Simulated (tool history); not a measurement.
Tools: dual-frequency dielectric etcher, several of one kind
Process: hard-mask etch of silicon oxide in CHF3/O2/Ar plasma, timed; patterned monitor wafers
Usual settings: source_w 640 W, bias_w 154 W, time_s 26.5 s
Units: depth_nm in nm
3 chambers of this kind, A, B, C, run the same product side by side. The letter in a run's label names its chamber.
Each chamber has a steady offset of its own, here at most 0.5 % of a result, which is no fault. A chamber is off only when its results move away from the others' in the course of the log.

| run | hour | source_w | bias_w | time_s | hours since the last wet clean | hours since the last source power generator calibration | hours since the last bias power generator calibration | read-back reference wafer on the same gauge, depth_nm | depth_nm |
|---|---|---|---|---|---|---|---|---|---|
| 1B | 5.6 | 640 | 154 | 26.5 | 174.5 | 1574.2 | 1914.4 | 47.588 | 51.15 |
| 2C | 12.3 | 640 | 154 | 26.5 | 191 | 1349.1 | 30.3 | 47.579 | 50.995 |
| 3A | 19.5 | 640 | 154 | 26.5 | 234.7 | 712 | 2535.2 | 47.594 | 50.848 |
| 4A | 27.8 | 640 | 154 | 26.5 | 243 | 720.3 | 2543.5 | 47.582 | 50.846 |
| 5B | 33.9 | 640 | 154 | 26.5 | 202.8 | 1602.5 | 1942.7 | 47.612 | 51.21 |
| 6C | 40.2 | 640 | 154 | 26.5 | 218.9 | 1377 | 58.2 | 47.628 | 51.176 |
| 7B | 45.6 | 640 | 154 | 26.5 | 214.5 | 1614.2 | 1954.4 | 47.554 | 51.014 |
| 8A | 53.4 | 640 | 154 | 26.5 | 268.6 | 745.9 | 2569.1 | 47.629 | 51.194 |
| 9C | 59.7 | 640 | 154 | 26.5 | 238.4 | 1396.5 | 77.7 | 47.591 | 50.761 |
| 10B | 67.2 | 640 | 154 | 26.5 | 236.1 | 1635.8 | 1976 | 47.568 | 51.493 |
| 11A | 71.7 | 640 | 154 | 26.5 | 286.9 | 764.2 | 2587.4 | 47.613 | 50.943 |
| 12C | 77.9 | 640 | 154 | 26.5 | 256.6 | 1414.7 | 95.9 | 47.605 | 50.583 |
| 13B | 87.3 | 640 | 154 | 26.5 | 256.2 | 1655.9 | 1996.1 | 47.624 | 51.983 |
| 14A | 96.8 | 640 | 154 | 26.5 | 312 | 789.3 | 2612.5 | 47.593 | 50.769 |
| 15C | 105 | 640 | 154 | 26.5 | 283.7 | 1441.8 | 123 | 47.643 | 50.972 |
| 16A | 111.5 | 640 | 154 | 26.5 | 326.7 | 804 | 2627.2 | 47.619 | 50.81 |
| 17C | 117.1 | 640 | 135 | 33 | 295.8 | 1453.9 | 135.1 | 47.611 | 60.903 |
| 18B | 121.3 | 640 | 135 | 33 | 290.2 | 1689.9 | 2030.1 | 47.591 | 63.093 |
| 19C | 129.7 | 640 | 135 | 33 | 308.4 | 1466.5 | 147.7 | 47.57 | 60.806 |
| 20A | 138.1 | 640 | 154 | 26.5 | 353.3 | 830.6 | 2653.8 | 47.628 | 50.767 |
| 21B | 142.8 | 640 | 154 | 26.5 | 311.7 | 1711.4 | 2051.6 | 47.601 | 53.189 |
| 22C | 149.3 | 640 | 154 | 26.5 | 328 | 1486.1 | 167.3 | 47.652 | 51.192 |
| 23B | 158.3 | 640 | 154 | 26.5 | 327.2 | 1726.9 | 2067.1 | 47.623 | 53.635 |
| 24A | 163.3 | 640 | 154 | 26.5 | 378.5 | 855.8 | 2679 | 47.65 | 50.755 |

What goes on in this fleet: one chamber off, a drifting gauge, or nothing beyond the chambers' own small offsets? Name the chamber and the cause, if any.

Chamber B drifts away from the others.
Cause: etch rate over this chamber's usual, % = 4.93.

Here are 4 candidates for chamber B's next run, each the usual settings with a change, their results left as question marks. Which one brings its results back in line with what the others give on the usual settings?
In line means no further than this from the other chambers' mean on the usual settings: depth_nm 0.67 nm
| 25B-1 | 170.2 | 640 | 154 | 28 |  |  |  |  | ? |
| 25B-2 | 170.2 | 630 | 152 | 24.5 |  |  |  |  | ? |
| 25B-3 | 170.2 | 630 | 153 | 25.5 |  |  |  |  | ? |
| 25B-4 | 170.2 | 790 | 154 | 26.5 |  |  |  |  | ? |

The other chambers' mean on the usual settings: depth_nm 50.933 nm
| run | depth_nm |
|---|---|
| 25B-1 | 56.615 |
| 25B-2 | 49.026 |
| 25B-3 | 51.135 |
| 25B-4 | 58.191 |
25B-3 brings the chamber back in line.
